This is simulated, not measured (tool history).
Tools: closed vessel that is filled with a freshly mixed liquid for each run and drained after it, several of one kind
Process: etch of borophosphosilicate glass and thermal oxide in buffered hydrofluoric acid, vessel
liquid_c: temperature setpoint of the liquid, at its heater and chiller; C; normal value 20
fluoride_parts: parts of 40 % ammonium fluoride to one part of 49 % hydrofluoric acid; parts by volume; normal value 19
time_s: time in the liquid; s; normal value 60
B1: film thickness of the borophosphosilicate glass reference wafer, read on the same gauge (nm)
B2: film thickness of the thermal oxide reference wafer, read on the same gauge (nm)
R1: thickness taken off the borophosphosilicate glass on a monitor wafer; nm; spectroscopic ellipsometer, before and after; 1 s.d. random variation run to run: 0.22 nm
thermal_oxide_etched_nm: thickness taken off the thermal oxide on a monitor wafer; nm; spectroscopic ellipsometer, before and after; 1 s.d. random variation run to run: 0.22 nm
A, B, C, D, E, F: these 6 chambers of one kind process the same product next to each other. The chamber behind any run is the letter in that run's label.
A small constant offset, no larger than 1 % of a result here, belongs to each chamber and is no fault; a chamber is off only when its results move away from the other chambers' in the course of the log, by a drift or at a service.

{"run": "1E", "hour": 13.9, "liquid_c": 20, "fluoride_parts": 19, "time_s": 60, "B1": 129.98, "B2": 140.0, "R1": 46.643, "thermal_oxide_etched_nm": 28.659}
{"hour": 22.3, "done": "chamber A: thermometer replaced"}
{"run": "2F", "hour": 28.3, "liquid_c": 20, "fluoride_parts": 19, "time_s": 60, "B1": 130.03, "B2": 140.01, "R1": 46.97, "thermal_oxide_etched_nm": 28.098}
{"run": "3B", "hour": 38.1, "liquid_c": 20, "fluoride_parts": 19, "time_s": 60, "B1": 129.97, "B2": 140.01, "R1": 46.861, "thermal_oxide_etched_nm": 29.013}
{"run": "4D", "hour": 51.8, "liquid_c": 20, "fluoride_parts": 19, "time_s": 60, "B1": 130.01, "B2": 140.01, "R1": 46.961, "thermal_oxide_etched_nm": 28.891}
{"run": "5C", "hour": 63.2, "liquid_c": 20, "fluoride_parts": 19, "time_s": 60, "B1": 130.02, "B2": 139.99, "R1": 46.666, "thermal_oxide_etched_nm": 29.059}
{"run": "6A", "hour": 74.5, "liquid_c": 20, "fluoride_parts": 19, "time_s": 60, "B1": 130.02, "B2": 139.99, "R1": 46.603, "thermal_oxide_etched_nm": 28.789}
{"hour": 83.4, "done": "chamber E: thermometer replaced"}
{"run": "7A", "hour": 85.1, "liquid_c": 18, "fluoride_parts": 19, "time_s": 95, "B1": 130.01, "B2": 140.0, "R1": 65.892, "thermal_oxide_etched_nm": 40.573}
{"run": "8B", "hour": 94.9, "liquid_c": 18, "fluoride_parts": 19, "time_s": 95, "B1": 129.97, "B2": 140.02, "R1": 66.383, "thermal_oxide_etched_nm": 40.516}
{"run": "9F", "hour": 109.6, "liquid_c": 18, "fluoride_parts": 19, "time_s": 95, "B1": 130.01, "B2": 139.98, "R1": 66.395, "thermal_oxide_etched_nm": 40.546}
{"run": "10C", "hour": 121.4, "liquid_c": 18, "fluoride_parts": 19, "time_s": 95, "B1": 129.98, "B2": 139.98, "R1": 65.89, "thermal_oxide_etched_nm": 40.617}
{"run": "11D", "hour": 133.3, "liquid_c": 18, "fluoride_parts": 19, "time_s": 95, "B1": 129.97, "B2": 140.02, "R1": 66.571, "thermal_oxide_etched_nm": 40.395}
{"run": "12E", "hour": 144.7, "liquid_c": 18, "fluoride_parts": 19, "time_s": 95, "B1": 130.04, "B2": 140.04, "R1": 66.289, "thermal_oxide_etched_nm": 40.639}
{"run": "13E", "hour": 159.0, "liquid_c": 20, "fluoride_parts": 19, "time_s": 60, "B1": 130.04, "B2": 139.99, "R1": 46.909, "thermal_oxide_etched_nm": 28.711}
{"run": "14C", "hour": 173.7, "liquid_c": 20, "fluoride_parts": 19, "time_s": 60, "B1": 129.99, "B2": 139.99, "R1": 46.693, "thermal_oxide_etched_nm": 28.559}
{"run": "15A", "hour": 186.3, "liquid_c": 20, "fluoride_parts": 19, "time_s": 60, "B1": 130.01, "B2": 140.0, "R1": 46.758, "thermal_oxide_etched_nm": 28.59}
{"run": "16B", "hour": 196.8, "liquid_c": 20, "fluoride_parts": 19, "time_s": 60, "B1": 130.03, "B2": 140.02, "R1": 47.043, "thermal_oxide_etched_nm": 29.105}
{"run": "17F", "hour": 210.8, "liquid_c": 20, "fluoride_parts": 19, "time_s": 60, "B1": 129.99, "B2": 140.0, "R1": 46.661, "thermal_oxide_etched_nm": 28.537}
{"run": "18D", "hour": 223.2, "liquid_c": 20, "fluoride_parts": 19, "time_s": 60, "B1": 129.98, "B2": 140.0, "R1": 47.101, "thermal_oxide_etched_nm": 28.429}
{"run": "19F", "hour": 231.8, "liquid_c": 20, "fluoride_parts": 19, "time_s": 60, "B1": 130.04, "B2": 140.0, "R1": 46.932, "thermal_oxide_etched_nm": 28.736}
{"run": "20B", "hour": 244.6, "liquid_c": 20, "fluoride_parts": 19, "time_s": 60, "B1": 129.99, "B2": 140.01, "R1": 46.65, "thermal_oxide_etched_nm": 28.735}
{"run": "21D", "hour": 254.1, "liquid_c": 20, "fluoride_parts": 19, "time_s": 60, "B1": 130.02, "B2": 140.0, "R1": 46.589, "thermal_oxide_etched_nm": 28.383}
{"run": "22C", "hour": 265.7, "liquid_c": 20, "fluoride_parts": 19, "time_s": 60, "B1": 129.97, "B2": 140.01, "R1": 46.427, "thermal_oxide_etched_nm": 28.465}
{"run": "23A", "hour": 277.1, "liquid_c": 20, "fluoride_parts": 19, "time_s": 60, "B1": 130.05, "B2": 139.99, "R1": 46.917, "thermal_oxide_etched_nm": 28.585}
{"run": "24E", "hour": 285.2, "liquid_c": 20, "fluoride_parts": 19, "time_s": 60, "B1": 130.02, "B2": 139.98, "R1": 47.074, "thermal_oxide_etched_nm": 28.477}
{"hour": 300.2, "done": "chamber A: hydrofluoric acid flow meter replaced"}
{"run": "25E", "hour": 300.3, "liquid_c": 20, "fluoride_parts": 19, "time_s": 60, "B1": 130.03, "B2": 140.0, "R1": 47.104, "thermal_oxide_etched_nm": 28.816}
{"hour": 306.3, "done": "chamber C: hydrofluoric acid flow meter replaced"}
{"run": "26D", "hour": 308.8, "liquid_c": 20, "fluoride_parts": 19, "time_s": 60, "B1": 130.0, "B2": 140.0, "R1": 46.526, "thermal_oxide_etched_nm": 28.875}
{"run": "27F", "hour": 320.2, "liquid_c": 20, "fluoride_parts": 19, "time_s": 60, "B1": 130.0, "B2": 139.99, "R1": 47.084, "thermal_oxide_etched_nm": 28.184}
{"run": "28A", "hour": 328.1, "liquid_c": 20, "fluoride_parts": 19, "time_s": 60, "B1": 130.03, "B2": 140.0, "R1": 46.655, "thermal_oxide_etched_nm": 29.094}
{"run": "29B", "hour": 341.4, "liquid_c": 20, "fluoride_parts": 19, "time_s": 60, "B1": 130.05, "B2": 140.03, "R1": 47.331, "thermal_oxide_etched_nm": 28.82}
{"run": "30C", "hour": 351.3, "liquid_c": 20, "fluoride_parts": 19, "time_s": 60, "B1": 130.03, "B2": 140.01, "R1": 46.789, "thermal_oxide_etched_nm": 28.594}
{"run": "31F", "hour": 364.4, "liquid_c": 20, "fluoride_parts": 19, "time_s": 60, "B1": 129.99, "B2": 140.0, "R1": 47.046, "thermal_oxide_etched_nm": 28.664}
{"hour": 366.0, "done": "chamber C: thermometer replaced"}
{"run": "32A", "hour": 379.0, "liquid_c": 20, "fluoride_parts": 19, "time_s": 60, "B1": 130.02, "B2": 140.0, "R1": 46.939, "thermal_oxide_etched_nm": 28.924}
{"run": "33B", "hour": 391.5, "liquid_c": 20, "fluoride_parts": 19, "time_s": 60, "B1": 130.0, "B2": 140.0, "R1": 47.122, "thermal_oxide_etched_nm": 28.82}
{"run": "34E", "hour": 402.4, "liquid_c": 20, "fluoride_parts": 19, "time_s": 60, "B1": 129.99, "B2": 140.0, "R1": 46.831, "thermal_oxide_etched_nm": 28.586}
{"run": "35D", "hour": 411.1, "liquid_c": 20, "fluoride_parts": 19, "time_s": 60, "B1": 130.03, "B2": 139.98, "R1": 46.986, "thermal_oxide_etched_nm": 28.611}
{"run": "36C", "hour": 421.6, "liquid_c": 20, "fluoride_parts": 19, "time_s": 60, "B1": 129.99, "B2": 139.99, "R1": 46.294, "thermal_oxide_etched_nm": 28.709}
{"run": "37A", "hour": 436.2, "liquid_c": 20, "fluoride_parts": 19, "time_s": 60, "B1": 130.02, "B2": 140.02, "R1": 46.716, "thermal_oxide_etched_nm": 28.955}

For the next run the whole fleet of 6 chambers uses the same settings. Give each chamber's results:
{"run": "38A", "hour": 447.0, "liquid_c": 20, "fluoride_parts": 19, "time_s": 30, "R1": "?", "thermal_oxide_etched_nm": "?"}
{"run": "38B", "hour": 447.0, "liquid_c": 20, "fluoride_parts": 19, "time_s": 30, "R1": "?", "thermal_oxide_etched_nm": "?"}
{"run": "38C", "hour": 447.0, "liquid_c": 20, "fluoride_parts": 19, "time_s": 30, "R1": "?", "thermal_oxide_etched_nm": "?"}
{"run": "38D", "hour": 447.0, "liquid_c": 20, "fluoride_parts": 19, "time_s": 30, "R1": "?", "thermal_oxide_etched_nm": "?"}
{"run": "38E", "hour": 447.0, "liquid_c": 20, "fluoride_parts": 19, "time_s": 30, "R1": "?", "thermal_oxide_etched_nm": "?"}
{"run": "38F", "hour": 447.0, "liquid_c": 20, "fluoride_parts": 19, "time_s": 30, "R1": "?", "thermal_oxide_etched_nm": "?"}

run=38A R1=23.412 thermal_oxide_etched_nm=14.345
run=38B R1=23.523 thermal_oxide_etched_nm=14.436
run=38C R1=23.701 thermal_oxide_etched_nm=14.577
run=38D R1=23.210 thermal_oxide_etched_nm=14.323
run=38E R1=23.167 thermal_oxide_etched_nm=14.298
run=38F R1=23.518 thermal_oxide_etched_nm=14.190

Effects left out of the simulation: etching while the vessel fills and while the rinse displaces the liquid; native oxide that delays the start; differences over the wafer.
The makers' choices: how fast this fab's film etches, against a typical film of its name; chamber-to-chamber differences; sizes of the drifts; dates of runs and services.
